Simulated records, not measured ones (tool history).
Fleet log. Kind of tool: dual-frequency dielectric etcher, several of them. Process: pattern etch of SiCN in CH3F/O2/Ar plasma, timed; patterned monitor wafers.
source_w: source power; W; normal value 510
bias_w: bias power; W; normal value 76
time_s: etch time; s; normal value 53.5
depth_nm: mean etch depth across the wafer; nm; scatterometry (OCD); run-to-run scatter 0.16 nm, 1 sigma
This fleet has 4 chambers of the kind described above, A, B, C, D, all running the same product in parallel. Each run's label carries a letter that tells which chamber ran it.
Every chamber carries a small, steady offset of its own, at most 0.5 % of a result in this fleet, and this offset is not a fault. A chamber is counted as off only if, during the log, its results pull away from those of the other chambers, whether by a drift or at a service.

run,hour,source_w,bias_w,time_s,"read-back reference wafer on the same gauge, depth_nm",depth_nm
1B,8.1,510,76,53.5,18.478,22.453
2A,15.3,510,76,53.5,18.496,22.428
3D,21.8,510,76,53.5,18.491,22.588
4C,26.7,510,76,53.5,18.514,22.643
5B,31.3,510,76,53.5,18.500,22.519
6A,39.1,510,58,53.5,18.532,20.263
7D,43.9,510,58,53.5,18.479,20.569
8C,50.2,510,58,53.5,18.492,20.171
9D,56.6,510,58,53.5,18.498,20.698
10B,60.8,590,87,53.5,18.517,25.040
11C,67.1,590,87,53.5,18.498,24.782
12A,73.9,590,87,53.5,18.497,24.829
13A,78.5,590,87,53.5,18.496,25.042
14C,83.0,510,76,53.5,18.522,22.367
15D,88.7,510,76,53.5,18.469,22.661
16B,96.1,510,76,53.5,18.514,22.517
17B,103.2,510,76,53.5,18.513,22.624
# hour 109.4: chamber C: wet clean of the chamber
18A,109.9,510,76,53.5,18.496,22.214
19C,117.4,510,76,53.5,18.479,22.629
20D,125.1,510,76,53.5,18.512,22.552
21C,132.5,510,76,53.5,18.500,22.437
22B,138.0,420,76,53.5,18.505,20.847
23A,145.8,420,76,53.5,18.494,20.819
24D,153.4,420,76,53.5,18.507,20.888
25C,159.2,420,76,53.5,18.494,20.935
26A,165.2,510,76,53.5,18.496,22.358
27B,171.9,510,76,53.5,18.530,22.791

Is one chamber off against the others, does the gauge drift, or is nothing wrong? If a chamber is off, say which, and what the likeliest cause is.

No chamber stands off beyond its own small offset, and the gauge holds steady.

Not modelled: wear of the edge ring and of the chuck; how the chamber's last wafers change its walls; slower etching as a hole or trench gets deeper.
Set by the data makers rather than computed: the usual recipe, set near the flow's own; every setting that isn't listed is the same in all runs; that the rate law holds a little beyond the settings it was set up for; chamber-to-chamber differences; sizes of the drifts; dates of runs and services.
